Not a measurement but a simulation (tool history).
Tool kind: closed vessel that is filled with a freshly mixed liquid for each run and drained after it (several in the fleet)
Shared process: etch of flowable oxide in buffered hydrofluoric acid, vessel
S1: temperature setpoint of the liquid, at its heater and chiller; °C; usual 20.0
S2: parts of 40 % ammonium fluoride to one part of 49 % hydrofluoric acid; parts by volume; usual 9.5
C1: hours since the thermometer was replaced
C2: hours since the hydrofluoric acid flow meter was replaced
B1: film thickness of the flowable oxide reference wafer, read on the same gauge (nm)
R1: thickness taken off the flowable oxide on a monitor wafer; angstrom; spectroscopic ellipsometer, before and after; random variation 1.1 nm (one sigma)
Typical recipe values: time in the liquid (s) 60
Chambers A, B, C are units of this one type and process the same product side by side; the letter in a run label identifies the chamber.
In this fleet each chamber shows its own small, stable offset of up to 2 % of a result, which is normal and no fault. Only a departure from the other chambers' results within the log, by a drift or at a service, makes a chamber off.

Run 1C, day 0.371: usual settings; C1 104.5; C2 1038.6; B1 140.02. Result: R1 2315.1 angstrom.
At day 0.612: chamber A: thermometer replaced.
Run 2A, day 0.854: usual settings; C1 5.8; C2 1645.1; B1 139.98. Result: R1 2343.8 angstrom.
Run 3B, day 1.233: usual settings; C1 970.3; C2 379.1; B1 139.95. Result: R1 2265.7 angstrom.
Run 4B, day 1.742: usual settings; C1 982.5; C2 391.3; B1 140.00. Result: R1 2281.7 angstrom.
Run 5A, day 2.125: usual settings but S1 18.5 °C, time in the liquid (s) 85; C1 36.3; C2 1675.6; B1 140.00. Result: R1 3047.6 angstrom.
Run 6C, day 2.638: usual settings but S1 18.5 °C, time in the liquid (s) 85; C1 158.9; C2 1093.0; B1 139.94. Result: R1 3009.7 angstrom.
Run 7A, day 3.146: usual settings but S1 18.5 °C, time in the liquid (s) 85; C1 60.8; C2 1700.1; B1 139.99. Result: R1 3025.3 angstrom.
Run 8C, day 3.417: usual settings but S2 8.0 parts by volume; C1 177.6; C2 1111.7; B1 140.00. Result: R1 2715.7 angstrom.
Run 9B, day 3.738: usual settings but S2 8.0 parts by volume; C1 1030.4; C2 439.2; B1 139.96. Result: R1 2679.1 angstrom.
Run 10C, day 4.000: usual settings but S2 8.0 parts by volume; C1 191.6; C2 1125.7; B1 140.05. Result: R1 2712.2 angstrom.
Run 11B, day 4.479: usual settings; C1 1048.2; C2 457.0; B1 140.03. Result: R1 2278.9 angstrom.
At day 4.704: chamber B: thermometer replaced.
At day 4.771: chamber A: hydrofluoric acid flow meter replaced.
Run 12A, day 4.900: usual settings; C1 102.9; C2 3.2; B1 139.97. Result: R1 2330.4 angstrom.
Run 13B, day 5.246: usual settings; C1 13.0; C2 475.4; B1 140.02. Result: R1 2273.9 angstrom.
Run 14C, day 5.550: usual settings; C1 228.8; C2 1162.9; B1 139.98. Result: R1 2312.6 angstrom.
Run 15A, day 5.962: usual settings; C1 128.4; C2 28.7; B1 139.98. Result: R1 2355.4 angstrom.
Run 16C, day 6.425: usual settings; C1 249.8; C2 1183.9; B1 140.00. Result: R1 2306.9 angstrom.
Run 17A, day 6.896: usual settings; C1 150.8; C2 51.1; B1 139.97. Result: R1 2331.8 angstrom.
Run 18B, day 7.412: usual settings but S2 13.5 parts by volume, time in the liquid (s) 80; C1 65.0; C2 527.4; B1 140.00. Result: R1 2245.6 angstrom.
Run 19A, day 7.838: usual settings but S2 13.5 parts by volume, time in the liquid (s) 80; C1 173.4; C2 73.7; B1 139.98. Result: R1 2241.2 angstrom.
Run 20C, day 8.158: usual settings but S2 13.5 parts by volume, time in the liquid (s) 80; C1 291.4; C2 1225.5; B1 140.00. Result: R1 2235.2 angstrom.
Run 21B, day 8.433: usual settings but S1 23.5 °C, S2 12.0 parts by volume; C1 89.5; C2 551.9; B1 140.02. Result: R1 2284.6 angstrom.
Run 22B, day 8.950: usual settings but S1 23.5 °C, S2 12.0 parts by volume; C1 101.9; C2 564.3; B1 139.98. Result: R1 2301.9 angstrom.
Run 23A, day 9.396: usual settings but S1 23.5 °C, S2 12.0 parts by volume; C1 210.8; C2 111.1; B1 139.98. Result: R1 2285.6 angstrom.
Run 24C, day 9.829: usual settings; C1 331.5; C2 1265.6; B1 140.01. Result: R1 2315.7 angstrom.
Run 25A, day 10.217: usual settings; C1 230.5; C2 130.8; B1 139.99. Result: R1 2326.4 angstrom.
Run 26B, day 10.533: usual settings but S2 13.0 parts by volume, time in the liquid (s) 70; C1 139.9; C2 602.3; B1 139.98. Result: R1 2106.4 angstrom.
Run 27C, day 10.892: usual settings but S2 13.0 parts by volume, time in the liquid (s) 70; C1 357.0; C2 1291.1; B1 139.97. Result: R1 2025.4 angstrom.
Run 28B, day 11.150: usual settings but S2 13.0 parts by volume, time in the liquid (s) 70; C1 154.7; C2 617.1; B1 139.94. Result: R1 2096.9 angstrom.
Run 29C, day 11.638: usual settings; C1 374.9; C2 1309.0; B1 140.02. Result: R1 2330.7 angstrom.
Run 30A, day 12.029: usual settings; C1 274.0; C2 174.3; B1 140.00. Result: R1 2328.5 angstrom.
Run 31C, day 12.450: usual settings but time in the liquid (s) 45; C1 394.4; C2 1328.5; B1 139.98. Result: R1 1738.6 angstrom.
Run 32A, day 12.758: usual settings but time in the liquid (s) 45; C1 291.5; C2 191.8; B1 140.03. Result: R1 1737.1 angstrom.
Run 33B, day 13.183: usual settings but time in the liquid (s) 45; C1 203.5; C2 665.9; B1 139.96. Result: R1 1783.0 angstrom.
Run 34B, day 13.650: usual settings; C1 214.7; C2 677.1; B1 140.00. Result: R1 2392.6 angstrom.
Run 35C, day 14.000: usual settings; C1 431.6; C2 1365.7; B1 140.04. Result: R1 2309.0 angstrom.
Run 36A, day 14.508: usual settings but S1 17.0 °C, time in the liquid (s) 50; C1 333.5; C2 233.8; B1 139.99. Result: R1 1626.4 angstrom.
Run 37B, day 14.950: usual settings but S1 17.0 °C, time in the liquid (s) 50; C1 245.9; C2 708.3; B1 139.98. Result: R1 1708.4 angstrom.
Run 38A, day 15.367: usual settings but S1 17.0 °C, time in the liquid (s) 50; C1 354.1; C2 254.4; B1 139.97. Result: R1 1625.7 angstrom.
Run 39C, day 15.762: usual settings; C1 473.9; C2 1408.0; B1 140.02. Result: R1 2325.8 angstrom.
Run 40A, day 16.083: usual settings; C1 371.3; C2 271.6; B1 140.00. Result: R1 2348.1 angstrom.

Next, every chamber runs the same settings. What will each give?
Run 41A, day 16.462: usual settings but time in the liquid (s) 45. Result: R1 ?.
Run 41B, day 16.462: usual settings but time in the liquid (s) 45. Result: R1 ?.
Run 41C, day 16.462: usual settings but time in the liquid (s) 45. Result: R1 ?.

run      R1
41A  1752.4
41B  1828.1
41C  1715.2
